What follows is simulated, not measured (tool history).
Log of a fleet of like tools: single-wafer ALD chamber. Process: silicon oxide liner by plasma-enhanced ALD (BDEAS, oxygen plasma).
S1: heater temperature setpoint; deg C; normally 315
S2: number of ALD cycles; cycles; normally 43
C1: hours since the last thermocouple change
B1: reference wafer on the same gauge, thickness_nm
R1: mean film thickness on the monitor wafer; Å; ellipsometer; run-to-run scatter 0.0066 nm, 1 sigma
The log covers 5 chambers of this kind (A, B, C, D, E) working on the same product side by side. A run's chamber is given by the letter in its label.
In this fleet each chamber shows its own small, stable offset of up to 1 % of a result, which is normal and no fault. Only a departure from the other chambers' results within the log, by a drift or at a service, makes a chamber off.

run 1D hour=2.4 | S1=315 S2=43 | C1=981.3 | B1=3.9109 | R1=39.28
run 2C hour=5.2 | S1=315 S2=43 | C1=1737.4 | B1=3.9094 | R1=39.079
run 3B hour=9.8 | S1=315 S2=43 | C1=1335.3 | B1=3.9083 | R1=39.184
run 4E hour=12.3 | S1=315 S2=43 | C1=977.4 | B1=3.9095 | R1=39.298
run 5A hour=16.1 | S1=315 S2=43 | C1=2019 | B1=3.9079 | R1=38.948
run 6A hour=19.7 | S1=315 S2=43 | C1=2022.6 | B1=3.9049 | R1=39.017
run 7C hour=22.7 | S1=315 S2=43 | C1=1754.9 | B1=3.9039 | R1=38.933
run 8D hour=26.6 | S1=326 S2=43 | C1=1005.5 | B1=3.9043 | R1=38.656
run 9E hour=29.2 | S1=326 S2=43 | C1=994.3 | B1=3.9041 | R1=38.719
run 10B hour=32 | S1=326 S2=43 | C1=1357.5 | B1=3.9036 | R1=38.615
run 11C hour=36.3 | S1=326 S2=43 | C1=1768.5 | B1=3.9027 | R1=38.309
run 12A hour=38.9 | S1=326 S2=43 | C1=2041.8 | B1=3.9011 | R1=38.169
run 13E hour=42.4 | S1=315 S2=43 | C1=1007.5 | B1=3.8997 | R1=39.224
run 14D hour=46.3 | S1=315 S2=43 | C1=1025.2 | B1=3.9007 | R1=39.187
run 15B hour=49 | S1=315 S2=43 | C1=1374.5 | B1=3.8993 | R1=38.985
run 16A hour=51.3 | S1=315 S2=43 | C1=2054.2 | B1=3.8991 | R1=38.773
run 17D hour=53.7 | S1=315 S2=43 | C1=1032.6 | B1=3.898 | R1=39.145
run 18C hour=58.2 | S1=315 S2=43 | C1=1790.4 | B1=3.898 | R1=38.957
run 19E hour=62 | S1=315 S2=43 | C1=1027.1 | B1=3.8983 | R1=39.224
run 20B hour=65.5 | S1=315 S2=43 | C1=1391 | B1=3.8974 | R1=39.011
run 21D hour=69.6 | S1=315 S2=43 | C1=1048.5 | B1=3.8954 | R1=39.031
run 22B hour=72.8 | S1=315 S2=43 | C1=1398.3 | B1=3.8947 | R1=39.158
run 23C hour=76.9 | S1=315 S2=43 | C1=1809.1 | B1=3.8932 | R1=38.867
run 24E hour=81.3 | S1=315 S2=43 | C1=1046.4 | B1=3.8932 | R1=39.113
run 25A hour=84.8 | S1=315 S2=43 | C1=2087.7 | B1=3.8912 | R1=38.89
run 26A hour=87.4 | S1=315 S2=43 | C1=2090.3 | B1=3.8927 | R1=38.88
run 27E hour=90.9 | S1=315 S2=43 | C1=1056 | B1=3.8908 | R1=39.092
run 28B hour=94.5 | S1=315 S2=43 | C1=1420 | B1=3.8892 | R1=38.935
run 29D hour=98.1 | S1=315 S2=43 | C1=1077 | B1=3.8879 | R1=38.9
run 30C hour=101.4 | S1=315 S2=43 | C1=1833.6 | B1=3.888 | R1=38.787
run 31D hour=104.2 | S1=315 S2=43 | C1=1083.1 | B1=3.8884 | R1=38.951
run 32B hour=106.5 | S1=315 S2=43 | C1=1432 | B1=3.8881 | R1=38.994
run 33C hour=110.5 | S1=315 S2=43 | C1=1842.7 | B1=3.8878 | R1=38.802
run 34A hour=115 | S1=315 S2=43 | C1=2117.9 | B1=3.886 | R1=38.667
run 35E hour=117.1 | S1=329 S2=49 | C1=1082.2 | B1=3.8849 | R1=43.657
run 36C hour=121 | S1=329 S2=49 | C1=1853.2 | B1=3.8839 | R1=43.086
run 37A hour=124.3 | S1=329 S2=49 | C1=2127.2 | B1=3.883 | R1=43.204

Is one chamber off against the others, does the gauge drift, or is nothing wrong? If a chamber is off, say which, and what the likeliest cause is.

Every chamber seems to shift together because the gauge that measures them all drifts; the chambers themselves are fine.
Likeliest cause: gauge reads low (%) = 0.688.
